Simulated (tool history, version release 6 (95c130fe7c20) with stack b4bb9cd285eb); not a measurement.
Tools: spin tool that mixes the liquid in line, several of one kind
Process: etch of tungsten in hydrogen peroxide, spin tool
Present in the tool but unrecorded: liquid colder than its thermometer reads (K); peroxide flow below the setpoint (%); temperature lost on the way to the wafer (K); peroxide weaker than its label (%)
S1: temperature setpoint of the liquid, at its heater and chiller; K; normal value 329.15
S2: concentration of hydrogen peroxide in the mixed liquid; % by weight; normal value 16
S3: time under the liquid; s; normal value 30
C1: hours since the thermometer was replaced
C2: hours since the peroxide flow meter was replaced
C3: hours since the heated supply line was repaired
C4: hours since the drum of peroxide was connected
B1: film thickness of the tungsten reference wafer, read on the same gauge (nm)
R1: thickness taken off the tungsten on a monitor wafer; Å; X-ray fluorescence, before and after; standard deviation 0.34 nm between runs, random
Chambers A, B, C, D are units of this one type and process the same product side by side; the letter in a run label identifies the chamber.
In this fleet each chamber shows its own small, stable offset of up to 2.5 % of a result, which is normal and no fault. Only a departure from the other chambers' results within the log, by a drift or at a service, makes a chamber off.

| run | hour | S1 | S2 | S3 | C1 | C2 | C3 | C4 | B1 | R1 |
|---|---|---|---|---|---|---|---|---|---|---|
| 1A | 5.6 | 329.15 | 16 | 30 | 531.1 | 1408.6 | 1256.7 | 439.2 | 89.971 | 467.27 |
| 2C | 10.5 | 329.15 | 16 | 30 | 1800.8 | 50.2 | 43.6 | 414.4 | 90.006 | 460.32 |
| 3B | 14.5 | 329.15 | 16 | 30 | 420.3 | 1019.8 | 1797.2 | 191.1 | 90.028 | 458.8 |
| 4D | 21.1 | 329.15 | 16 | 30 | 1889.2 | 522.2 | 1584.3 | 25.2 | 90.016 | 475.74 |
|  | 24.2 | chamber A: peroxide flow meter replaced |
| 5D | 27.8 | 325.15 | 16 | 30 | 1895.9 | 528.9 | 1591 | 31.9 | 90.031 | 373.87 |
| 6B | 32.1 | 325.15 | 16 | 30 | 437.9 | 1037.4 | 1814.8 | 208.7 | 89.953 | 364.74 |
| 7A | 35.5 | 325.15 | 16 | 30 | 561 | 11.3 | 1286.6 | 469.1 | 90 | 366.13 |
| 8C | 41.9 | 325.15 | 16 | 30 | 1832.2 | 81.6 | 75 | 445.8 | 89.983 | 362.04 |
| 9A | 47.3 | 329.15 | 16 | 15 | 572.8 | 23.1 | 1298.4 | 480.9 | 89.974 | 235.38 |
| 10B | 51.3 | 329.15 | 16 | 15 | 457.1 | 1056.6 | 1834 | 227.9 | 89.994 | 232.21 |
| 11C | 58.5 | 329.15 | 16 | 15 | 1848.8 | 98.2 | 91.6 | 462.4 | 90.013 | 227.57 |
| 12D | 63.7 | 329.15 | 16 | 15 | 1931.8 | 564.8 | 1626.9 | 67.8 | 89.961 | 237.56 |
| 13D | 70.7 | 329.15 | 16 | 30 | 1938.8 | 571.8 | 1633.9 | 74.8 | 90.011 | 473.13 |
| 14B | 76.9 | 329.15 | 16 | 30 | 482.7 | 1082.2 | 1859.6 | 253.5 | 89.949 | 458.06 |
| 15A | 82.1 | 329.15 | 16 | 30 | 607.6 | 57.9 | 1333.2 | 515.7 | 90.011 | 468.47 |
| 16C | 86.9 | 329.15 | 16 | 30 | 1877.2 | 126.6 | 120 | 490.8 | 90.009 | 454.64 |
| 17A | 90.4 | 329.15 | 16 | 30 | 615.9 | 66.2 | 1341.5 | 524 | 89.952 | 466.37 |
| 18D | 93.7 | 329.15 | 16 | 30 | 1961.8 | 594.8 | 1656.9 | 97.8 | 89.98 | 474.08 |
| 19B | 100.9 | 329.15 | 16 | 30 | 506.7 | 1106.2 | 1883.6 | 277.5 | 90.004 | 451.7 |
| 20C | 105 | 329.15 | 16 | 30 | 1895.3 | 144.7 | 138.1 | 508.9 | 90.037 | 456.97 |
| 21A | 110.9 | 329.15 | 16 | 30 | 636.4 | 86.7 | 1362 | 544.5 | 90.005 | 473.56 |
| 22D | 115.5 | 329.15 | 16 | 30 | 1983.6 | 616.6 | 1678.7 | 119.6 | 89.981 | 474.17 |
| 23C | 122.1 | 329.15 | 16 | 40 | 1912.4 | 161.8 | 155.2 | 526 | 89.993 | 605.29 |
| 24B | 129.1 | 329.15 | 16 | 40 | 534.9 | 1134.4 | 1911.8 | 305.7 | 90.051 | 596.62 |
| 25A | 135.5 | 329.15 | 16 | 40 | 661 | 111.3 | 1386.6 | 569.1 | 90.002 | 624.31 |
| 26C | 141.5 | 329.15 | 16 | 40 | 1931.8 | 181.2 | 174.6 | 545.4 | 90.023 | 607.18 |
| 27D | 148.1 | 329.15 | 16 | 30 | 2016.2 | 649.2 | 1711.3 | 152.2 | 89.999 | 474.61 |
| 28B | 153.9 | 329.15 | 16 | 30 | 559.7 | 1159.2 | 1936.6 | 330.5 | 89.986 | 448.18 |
| 29A | 158.6 | 329.15 | 16 | 30 | 684.1 | 134.4 | 1409.7 | 592.2 | 89.977 | 474.3 |
| 30D | 164.9 | 329.15 | 16 | 30 | 2033 | 666 | 1728.1 | 169 | 89.984 | 470.15 |
| 31C | 171.7 | 329.15 | 16 | 30 | 1962 | 211.4 | 204.8 | 575.6 | 90.021 | 462.97 |
| 32B | 177.1 | 329.15 | 16 | 30 | 582.9 | 1182.4 | 1959.8 | 353.7 | 90.03 | 444.11 |
| 33C | 182 | 329.15 | 16 | 30 | 1972.3 | 221.7 | 215.1 | 585.9 | 89.993 | 465.39 |
| 34D | 188.2 | 329.15 | 19 | 15 | 2056.3 | 689.3 | 1751.4 | 192.3 | 90.017 | 258.44 |
| 35B | 193.5 | 329.15 | 19 | 15 | 599.3 | 1198.8 | 1976.2 | 370.1 | 90.023 | 241.36 |
|  | 194.6 | chamber A: new drum of peroxide connected |
| 36A | 197.2 | 329.15 | 19 | 15 | 722.7 | 173 | 1448.3 | 2.6 | 89.998 | 255.09 |
| 37C | 202.2 | 329.15 | 19 | 15 | 1992.5 | 241.9 | 235.3 | 606.1 | 90.034 | 248.41 |
| 38D | 208.6 | 329.15 | 16 | 30 | 2076.7 | 709.7 | 1771.8 | 212.7 | 89.983 | 478.6 |
| 39B | 214.9 | 329.15 | 16 | 30 | 620.7 | 1220.2 | 1997.6 | 391.5 | 90.015 | 436.58 |

The same settings go to every chamber for the next run, one line per chamber below. Forecast the results for each:
| 40A | 220 | 329.15 | 13.5 | 30 |  |  |  |  |  | ? |
| 40B | 220 | 329.15 | 13.5 | 30 |  |  |  |  |  | ? |
| 40C | 220 | 329.15 | 13.5 | 30 |  |  |  |  |  | ? |
| 40D | 220 | 329.15 | 13.5 | 30 |  |  |  |  |  | ? |

| run | R1 |
|---|---|
| 40A | 424.58 |
| 40B | 400.68 |
| 40C | 423.94 |
| 40D | 437.2 |

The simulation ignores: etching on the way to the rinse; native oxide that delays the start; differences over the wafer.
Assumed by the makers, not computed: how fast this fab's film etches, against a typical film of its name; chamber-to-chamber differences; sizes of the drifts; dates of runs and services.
